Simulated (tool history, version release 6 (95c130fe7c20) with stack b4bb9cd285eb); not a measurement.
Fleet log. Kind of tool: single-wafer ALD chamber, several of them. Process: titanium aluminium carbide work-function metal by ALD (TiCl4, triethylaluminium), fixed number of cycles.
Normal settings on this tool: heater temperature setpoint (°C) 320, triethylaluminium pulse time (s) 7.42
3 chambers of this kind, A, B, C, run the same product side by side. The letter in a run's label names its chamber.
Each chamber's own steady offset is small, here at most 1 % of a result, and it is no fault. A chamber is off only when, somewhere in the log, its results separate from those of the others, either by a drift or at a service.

run,hour,heater temperature setpoint (°C),triethylaluminium pulse time (s),hours since the last thermocouple change,hours since the last triethylaluminium bottle change,"read-back reference wafer on the same gauge, thickness_nm",mean film thickness on the monitor wafer (angstrom)
1C,5.4,320,7.42,215.7,85.8,1.8801,20.899
2A,10.1,320,7.42,1616.4,690.3,1.8807,20.671
3B,15.8,320,7.42,468.1,1604.8,1.8803,20.914
4C,20.2,320,7.42,230.5,100.6,1.8803,20.916
5A,24.7,320,7.42,1631,704.9,1.8807,20.676
6B,34.5,320,7.42,486.8,1623.5,1.8811,20.872
7B,43.2,320,7.42,495.5,1632.2,1.8814,20.92
8A,52.1,320,7.42,1658.4,732.3,1.8821,20.667
9C,58.4,320,7.42,268.7,138.8,1.8825,20.902
# hour 60.3: chamber A: triethylaluminium bottle replaced
10A,65.7,334,7.42,1672,5.5,1.883,21.855
11B,73.9,334,7.42,526.2,1662.9,1.8837,22.178
12C,80.6,334,7.42,290.9,161,1.8843,22.146
13A,90.8,320,7.42,1697.1,30.6,1.8844,20.653
14B,97.9,320,7.42,550.2,1686.9,1.8838,20.922
15C,106.6,320,7.42,316.9,187,1.8846,20.967
16B,115.9,320,7.42,568.2,1704.9,1.8841,20.973
17A,120.5,320,7.42,1726.8,60.3,1.8847,20.692
18C,125.6,320,7.42,335.9,206,1.8854,20.997
19A,130.1,320,7.42,1736.4,69.9,1.8855,20.675
20B,136.7,305,7.42,589,1725.7,1.8858,19.682
21C,143.5,305,7.42,353.8,223.9,1.8863,19.65
# hour 144.5: chamber B: triethylaluminium bottle replaced
22C,151.2,305,7.42,361.5,231.6,1.8868,19.662
23A,158.8,320,7.42,1765.1,98.6,1.887,20.78
24B,164.5,320,7.42,616.8,20.1,1.8874,20.955
25A,171,320,7.42,1777.3,110.8,1.887,20.704
26B,175.8,320,7.42,628.1,31.4,1.8885,20.931
27C,181.2,320,7.42,391.5,261.6,1.8887,21.005
28A,185.8,320,7.42,1792.1,125.6,1.888,20.705
29B,191.5,320,7.42,643.8,47.1,1.8882,20.978
30C,198.5,320,7.42,408.8,278.9,1.8888,20.944
31B,208.7,320,7.42,661,64.3,1.8886,21.052
32C,213.8,320,7.42,424.1,294.2,1.8887,20.959
33A,219.2,315,7.42,1825.5,159,1.8888,20.309
34A,226.6,315,7.42,1832.9,166.4,1.8895,20.358
35B,234.8,315,7.42,687.1,90.4,1.8897,20.581
36C,241.9,320,7.42,452.2,322.3,1.8903,21.024
37A,251.2,320,7.42,1857.5,191,1.8905,20.782
38C,261.4,310,5.68,471.7,341.8,1.8907,18.775

Decide between three cases: one chamber stands off from its peers, the gauge reading all wafers drifts, or nothing is wrong past each chamber's small offset. Where a chamber is off, say which and what most likely put it there.

It is the gauge, not a chamber: its drift shows up in every chamber's results at once, and no chamber is off.
What lies behind it: gauge reads high (%) = 0.605.
